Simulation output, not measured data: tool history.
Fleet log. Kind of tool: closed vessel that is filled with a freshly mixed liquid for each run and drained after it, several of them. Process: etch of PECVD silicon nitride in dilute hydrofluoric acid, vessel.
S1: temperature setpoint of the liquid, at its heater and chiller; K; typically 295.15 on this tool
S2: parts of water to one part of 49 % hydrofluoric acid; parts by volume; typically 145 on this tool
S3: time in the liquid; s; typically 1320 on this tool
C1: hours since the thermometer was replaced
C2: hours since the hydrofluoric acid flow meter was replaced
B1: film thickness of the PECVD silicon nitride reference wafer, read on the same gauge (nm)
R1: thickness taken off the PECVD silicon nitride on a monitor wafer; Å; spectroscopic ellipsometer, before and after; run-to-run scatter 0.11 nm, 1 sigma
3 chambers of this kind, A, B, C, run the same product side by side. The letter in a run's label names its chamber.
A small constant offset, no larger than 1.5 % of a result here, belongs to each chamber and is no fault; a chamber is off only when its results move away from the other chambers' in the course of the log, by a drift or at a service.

run   hour      S1   S2    S3      C1      C2       B1       R1
 1A    4.9  295.15  145  1320    60.8   144.8  100.000  140.400
 2B   11.3  295.15  145  1320   890.1   578.5   99.957  137.940
 3C   20.7  295.15  145  1320   436.7   747.2  100.020  136.020
 4C   26.2  295.15  145  1320   442.2   752.7   99.982  137.520
 5A   34.4  295.15  145  1320    90.3   174.3   99.959  136.360
 6B   40.4  295.15  145  1320   919.2   607.6   99.968  137.340
 7B   45.3  295.15  145  1320   924.1   612.5   99.966  139.340
 8A   52.2  295.15  145  1320   108.1   192.1   99.984  138.890
 9C   61.2  295.15  145  1320   477.2   787.7   99.958  136.650
10A   69.2  295.15  145  1320   125.1   209.1   99.988  137.670
11C   73.3  295.15  145  1320   489.3   799.8  100.010  136.850
12B   81.4  295.15  145  1320   960.2   648.6   99.963  137.940
13B   87.6  295.15  145  1320   966.4   654.8   99.988  138.150
14C   96.8  295.15  145  1320   512.8   823.3  100.000  136.880
15A  105.5  295.15  145  1320   161.4   245.4   99.975  139.930
16B  111.8  295.15  145  1320   990.6   679.0  100.010  137.650
17A  121.0  298.65  125  1320   176.9   260.9  100.000  199.330
18C  127.8  298.65  125  1320   543.8   854.3  100.010  197.120
19C  134.8  298.65  125  1320   550.8   861.3  100.010  200.640
20B  139.8  295.15  145  1320  1018.6   707.0  100.020  137.540
21A  147.4  295.15  145   585   203.3   287.3  100.030   61.460
22A  156.0  295.15  145   585   211.9   295.9   99.980   61.388
23B  163.7  295.15  145   585  1042.5   730.9   99.962   61.694
24C  168.1  295.15  145  1320   584.1   894.6  100.040  138.810
25B  177.5  295.15  145  1320  1056.3   744.7   99.993  137.320
26A  186.9  295.15  145  1320   242.8   326.8  100.000  138.420
27C  194.1  295.15  145  1320   610.1   920.6  100.020  139.380
28B  203.5  295.15  145  1320  1082.3   770.7   99.981  136.190
29C  207.6  295.15  145  1320   623.6   934.1   99.993  141.820
30A  212.2  295.15  145  1320   268.1   352.1  100.030  139.600
31A  219.0  295.15  145  1320   274.9   358.9   99.958  138.970
32B  223.8  295.15  145  1320  1102.6   791.0   99.944  138.980
33C  232.6  295.15  145  1320   648.6   959.1  100.020  142.960
34C  241.6  295.15  145  1320   657.6   968.1  100.000  143.050
35B  249.3  295.15  145  1320  1128.1   816.5   99.967  136.180
36A  257.4  295.15  145  1320   313.3   397.3   99.975  141.290
37A  262.7  295.15  145  1320   318.6   402.6  100.020  138.230
38C  269.7  295.15  145  1320   685.7   996.2  100.040  145.210
39B  276.5  295.15  145  1320  1155.3   843.7   99.971  136.930
40A  282.2  295.15  145  1320   338.1   422.1  100.000  138.270
41B  289.5  295.15  145  1320  1168.3   856.7   99.932  137.420
42C  294.3  292.15  145  2015   710.3  1020.8  100.020  182.190

Read the log: is a single chamber off, either drifting away or since a service, is the gauge that measures every chamber drifting, or is nothing wrong beyond small per-chamber offsets? Name any odd chamber and what most likely caused it.

Little by little, chamber C moves away from the other chambers.
Likeliest cause: hydrofluoric acid flow above the setpoint (%) = 6.69.
The log might look much the same if the cause were instead: liquid hotter than its thermometer reads (K).

Here are 4 candidates for chamber C's next run, each the usual settings with a change, their results left as question marks. Which one brings its results back in line with what the others give on the usual settings?
In line means no further than this from the other chambers' mean on the usual settings: R1 3.900 Å
43C-1  301.1  295.15  140  1355               ?
43C-2  301.1  294.65  155  1320               ?
43C-3  301.1  295.65  135  1320               ?
43C-4  301.1  295.15  145  1255               ?

Other chambers, usual settings, mean: R1 138.670 Å
  run       R1
43C-1  154.330
43C-2  131.930
43C-3  160.960
43C-4  138.180
The right change is 43C-4: it brings the chamber back within the allowed miss of the others.

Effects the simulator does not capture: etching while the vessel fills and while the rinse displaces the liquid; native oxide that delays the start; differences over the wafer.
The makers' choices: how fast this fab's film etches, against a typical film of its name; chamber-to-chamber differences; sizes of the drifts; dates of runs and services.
